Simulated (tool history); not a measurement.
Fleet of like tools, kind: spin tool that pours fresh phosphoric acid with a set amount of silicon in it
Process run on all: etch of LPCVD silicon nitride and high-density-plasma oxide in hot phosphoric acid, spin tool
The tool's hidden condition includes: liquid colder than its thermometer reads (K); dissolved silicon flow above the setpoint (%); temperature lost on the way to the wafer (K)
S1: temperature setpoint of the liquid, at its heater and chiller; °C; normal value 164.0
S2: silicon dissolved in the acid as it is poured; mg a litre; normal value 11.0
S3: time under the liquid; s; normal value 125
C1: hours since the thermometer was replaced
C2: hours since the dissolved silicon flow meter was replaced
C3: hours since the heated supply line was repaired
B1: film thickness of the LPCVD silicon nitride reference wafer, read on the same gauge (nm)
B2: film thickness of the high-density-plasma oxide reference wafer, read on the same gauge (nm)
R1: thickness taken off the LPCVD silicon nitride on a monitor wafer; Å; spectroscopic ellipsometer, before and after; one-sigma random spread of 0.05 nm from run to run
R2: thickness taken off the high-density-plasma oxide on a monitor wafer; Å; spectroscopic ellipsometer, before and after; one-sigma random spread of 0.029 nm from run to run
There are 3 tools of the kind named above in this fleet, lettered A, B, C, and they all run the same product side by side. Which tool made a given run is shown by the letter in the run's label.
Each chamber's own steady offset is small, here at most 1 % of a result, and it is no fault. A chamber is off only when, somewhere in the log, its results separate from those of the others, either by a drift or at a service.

run	hour	S1	S2	S3	C1	C2	C3	B1	B2	R1	R2
1C	10.2	164.0	11.0	125	427.7	378.6	675.2	50.017	120.01	128.700	2.9585
2A	21.8	164.0	11.0	125	235.7	912.0	2193.8	50.017	120.00	129.720	3.0938
3B	30.9	164.0	11.0	125	757.4	1966.2	2257.7	49.999	120.02	129.640	3.5385
# hour 36.4: chamber A: dissolved silicon flow meter replaced
4B	39.4	164.0	11.0	125	765.9	1974.7	2266.2	50.007	119.98	128.240	3.3448
5C	51.6	164.0	11.0	125	469.1	420.0	716.6	49.995	120.01	129.410	3.1761
6A	59.1	164.0	11.0	125	273.0	22.8	2231.1	49.996	120.00	129.430	2.9580
7C	70.8	164.0	11.0	125	488.3	439.2	735.8	49.995	119.99	128.610	4.0416
8A	80.6	164.0	11.0	125	294.5	44.3	2252.6	50.013	120.01	129.520	2.5448
9B	86.6	164.0	11.0	125	813.1	2021.9	2313.4	49.989	120.00	127.430	3.5689
10B	93.6	164.0	11.0	125	820.1	2028.9	2320.4	49.997	119.99	128.750	3.5029
11C	104.3	164.0	4.5	175	521.8	472.7	769.3	49.994	120.01	179.710	4.9732
12A	112.2	164.0	4.5	175	326.1	75.9	2284.2	49.994	120.02	180.850	5.1046
13A	120.8	164.0	4.5	175	334.7	84.5	2292.8	49.999	120.00	181.420	5.5248
14B	131.2	164.0	11.0	125	857.7	2066.5	2358.0	50.005	120.01	126.800	3.2389
15C	139.2	164.0	11.0	125	556.7	507.6	804.2	49.999	120.00	128.890	2.8398
16C	150.9	164.0	11.0	75	568.4	519.3	815.9	49.994	120.01	77.857	1.9874
17B	163.5	164.0	11.0	75	890.0	2098.8	2390.3	49.999	120.00	76.185	2.1241
18A	169.6	164.0	11.0	75	383.5	133.3	2341.6	50.014	120.00	77.621	2.1381
# hour 171.7: chamber B: dissolved silicon flow meter replaced
19C	176.4	166.5	11.0	125	593.9	544.8	841.4	49.995	120.00	139.180	3.3203
20B	188.0	166.5	11.0	125	914.5	16.3	2414.8	49.992	120.00	136.660	4.0887
21A	196.7	166.5	11.0	125	410.6	160.4	2368.7	49.987	120.00	141.220	3.7420
22C	208.5	164.0	11.0	125	626.0	576.9	873.5	49.995	120.00	129.720	3.5278
23B	215.5	164.0	11.0	125	942.0	43.8	2442.3	50.003	120.00	125.620	3.0314
24A	223.0	164.0	11.0	125	436.9	186.7	2395.0	50.015	120.00	129.710	3.9207
25C	230.7	164.0	11.0	125	648.2	599.1	895.7	49.999	119.98	128.730	3.7109
26B	240.2	166.5	14.5	125	966.7	68.5	2467.0	50.005	119.99	136.090	3.4615
27A	246.7	166.5	14.5	125	460.6	210.4	2418.7	50.020	119.99	139.730	3.7218
28C	255.2	166.5	14.5	125	672.7	623.6	920.2	49.996	119.99	140.510	3.7881
29B	263.6	164.0	11.0	125	990.1	91.9	2490.4	49.999	119.98	125.450	3.6418
30A	269.2	165.5	11.0	125	483.1	232.9	2441.2	50.003	120.01	136.660	3.8778
31C	281.0	165.5	11.0	125	698.5	649.4	946.0	49.998	120.01	135.420	3.7463
32B	293.2	165.5	11.0	125	1019.7	121.5	2520.0	49.984	120.02	131.160	3.0964
33A	301.0	164.0	11.0	125	514.9	264.7	2473.0	50.004	120.01	128.520	3.7201

Decide between three cases: one chamber stands off from its peers, the gauge reading all wafers drifts, or nothing is wrong past each chamber's small offset. Where a chamber is off, say which and what most likely put it there.

One chamber, B, drifts off from the rest bit by bit.
Cause: liquid colder than its thermometer reads (K) = 0.974.
With only this log, it may be confused with: temperature lost on the way to the wafer (K).

Which of the 4 candidates below, each the usual settings with something changed and its results left as question marks, puts chamber B back in line with what the other chambers give on the usual settings?
In line means no further than this from the other chambers' mean on the usual settings: R1 1.700 Å; R2 1.0000 Å
34B-1	310.4	164.5	9.0	130						?	?
34B-2	310.4	164.0	10.0	130						?	?
34B-3	310.4	164.0	12.0	120						?	?
34B-4	310.4	163.5	13.0	120						?	?

Other chambers, usual settings, mean: R1 129.090 Å; R2 3.3324 Å
run	R1	R2
34B-1	131.320	3.5068
34B-2	129.170	3.3076
34B-3	119.230	2.9175
34B-4	117.310	2.7492
It is 34B-2 that realigns the chamber with its peers.
